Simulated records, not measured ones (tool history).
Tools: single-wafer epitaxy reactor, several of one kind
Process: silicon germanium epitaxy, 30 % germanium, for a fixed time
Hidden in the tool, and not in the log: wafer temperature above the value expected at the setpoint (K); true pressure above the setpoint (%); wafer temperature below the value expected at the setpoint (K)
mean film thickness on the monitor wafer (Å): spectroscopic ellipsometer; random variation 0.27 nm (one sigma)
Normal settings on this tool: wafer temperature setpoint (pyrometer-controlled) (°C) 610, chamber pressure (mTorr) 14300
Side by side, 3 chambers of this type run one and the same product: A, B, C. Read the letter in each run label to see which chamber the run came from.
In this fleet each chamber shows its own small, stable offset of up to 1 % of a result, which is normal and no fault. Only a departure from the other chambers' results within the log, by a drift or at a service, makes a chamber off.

| run | hour | wafer temperature setpoint (pyrometer-controlled) (°C) | chamber pressure (mTorr) | hours since the last pyrometer calibration | hours since the last manometer calibration | read-back reference wafer on the same gauge, thickness_nm | mean film thickness on the monitor wafer (Å) |
|---|---|---|---|---|---|---|---|
| 1A | 6 | 610 | 14300 | 1355.1 | 1378.7 | 56.304 | 616.6 |
| 2B | 11.1 | 610 | 14300 | 1060.4 | 1221.6 | 56.265 | 620.98 |
| 3C | 19.6 | 610 | 14300 | 1682.8 | 619.6 | 56.298 | 614.15 |
| 4A | 25.3 | 610 | 14300 | 1374.4 | 1398 | 56.306 | 614.5 |
| 5C | 33.6 | 610 | 14300 | 1696.8 | 633.6 | 56.262 | 620.09 |
| 6B | 38.1 | 610 | 14300 | 1087.4 | 1248.6 | 56.315 | 621.44 |
| 7A | 44.6 | 610 | 14300 | 1393.7 | 1417.3 | 56.315 | 619.56 |
| 8B | 49.9 | 610 | 14300 | 1099.2 | 1260.4 | 56.229 | 625.54 |
| 9C | 56 | 610 | 14300 | 1719.2 | 656 | 56.262 | 621.36 |
| 10B | 60 | 610 | 14300 | 1109.3 | 1270.5 | 56.297 | 617.98 |
| 11C | 64.7 | 610 | 14300 | 1727.9 | 664.7 | 56.326 | 613.57 |
| 12A | 72.1 | 610 | 14300 | 1421.2 | 1444.8 | 56.376 | 615.45 |
| 13C | 78.6 | 610 | 14300 | 1741.8 | 678.6 | 56.313 | 610.63 |
| 14B | 83.9 | 610 | 14300 | 1133.2 | 1294.4 | 56.347 | 620.63 |
| 15A | 91.1 | 610 | 14300 | 1440.2 | 1463.8 | 56.265 | 613.4 |
| 16A | 95.8 | 610 | 14300 | 1444.9 | 1468.5 | 56.253 | 612.96 |
| 17C | 101.8 | 610 | 14300 | 1765 | 701.8 | 56.254 | 617.08 |
| 18B | 107 | 610 | 14300 | 1156.3 | 1317.5 | 56.275 | 620.77 |
| 19C | 114.4 | 610 | 14300 | 1777.6 | 714.4 | 56.349 | 615.33 |
| 20A | 119.2 | 610 | 14300 | 1468.3 | 1491.9 | 56.286 | 618.09 |
| 21B | 125.4 | 610 | 14300 | 1174.7 | 1335.9 | 56.342 | 621.15 |
| 22C | 129.7 | 603 | 14300 | 1792.9 | 729.7 | 56.298 | 549.71 |
| 23B | 138.3 | 603 | 14300 | 1187.6 | 1348.8 | 56.341 | 548.14 |
| 24A | 143.2 | 603 | 14300 | 1492.3 | 1515.9 | 56.251 | 547.64 |
| 25B | 148.4 | 610 | 14300 | 1197.7 | 1358.9 | 56.234 | 619.92 |
|  | 151.1 | chamber C: pyrometer calibrated |
| 26A | 155.6 | 610 | 14300 | 1504.7 | 1528.3 | 56.371 | 612.93 |
| 27C | 163 | 610 | 14300 | 11.9 | 763 | 56.266 | 645.09 |
| 28C | 172.1 | 605 | 12000 | 21 | 772.1 | 56.323 | 550.4 |
| 29A | 178.8 | 605 | 12000 | 1527.9 | 1551.5 | 56.314 | 525.96 |
| 30B | 186.2 | 605 | 12000 | 1235.5 | 1396.7 | 56.298 | 529.89 |
| 31A | 193.9 | 610 | 14300 | 1543 | 1566.6 | 56.312 | 610.06 |
| 32B | 202.4 | 610 | 14300 | 1251.7 | 1412.9 | 56.294 | 620.41 |
| 33C | 210.4 | 610 | 14300 | 59.3 | 810.4 | 56.334 | 641.79 |
| 34A | 218.7 | 610 | 14300 | 1567.8 | 1591.4 | 56.286 | 613.33 |
| 35C | 222.9 | 610 | 14300 | 71.8 | 822.9 | 56.271 | 649.86 |
|  | 227.4 | chamber A: pyrometer calibrated |
| 36B | 230 | 610 | 14300 | 1279.3 | 1440.5 | 56.264 | 621.52 |
| 37A | 236.4 | 610 | 14300 | 9 | 1609.1 | 56.221 | 616.94 |
| 38B | 245 | 610 | 14300 | 1294.3 | 1455.5 | 56.318 | 619.76 |

Which is it: a chamber that has drifted or been left off by a service, a gauge drift common to all chambers, or only each chamber's usual small offset? If a chamber is off, name it and its likeliest cause.

Chamber C came out of a service off from its peers and stayed that way.
Likeliest cause: wafer temperature above the value expected at the setpoint (K) = 2.58.

Below are 4 candidate recipes for chamber C's next run, each the usual settings with a change, their results shown as question marks. Which of them brings C's results back in line with what the other chambers give on the usual settings?
Counts as in line when no further than this from what the other chambers average on the usual settings: mean film thickness on the monitor wafer (Å) 9.4
| 39C-1 | 251.6 | 606 | 14000 |  |  |  | ? |
| 39C-2 | 251.6 | 614 | 14600 |  |  |  | ? |
| 39C-3 | 251.6 | 612 | 14500 |  |  |  | ? |
| 39C-4 | 251.6 | 608 | 14100 |  |  |  | ? |

Usual-settings mean across the other chambers: mean film thickness on the monitor wafer (Å) 616.91
| run | mean film thickness on the monitor wafer (Å) |
|---|---|
| 39C-1 | 596.13 |
| 39C-2 | 698.42 |
| 39C-3 | 672.44 |
| 39C-4 | 619.52 |
The right change is 39C-4: it brings the chamber back within the allowed miss of the others.

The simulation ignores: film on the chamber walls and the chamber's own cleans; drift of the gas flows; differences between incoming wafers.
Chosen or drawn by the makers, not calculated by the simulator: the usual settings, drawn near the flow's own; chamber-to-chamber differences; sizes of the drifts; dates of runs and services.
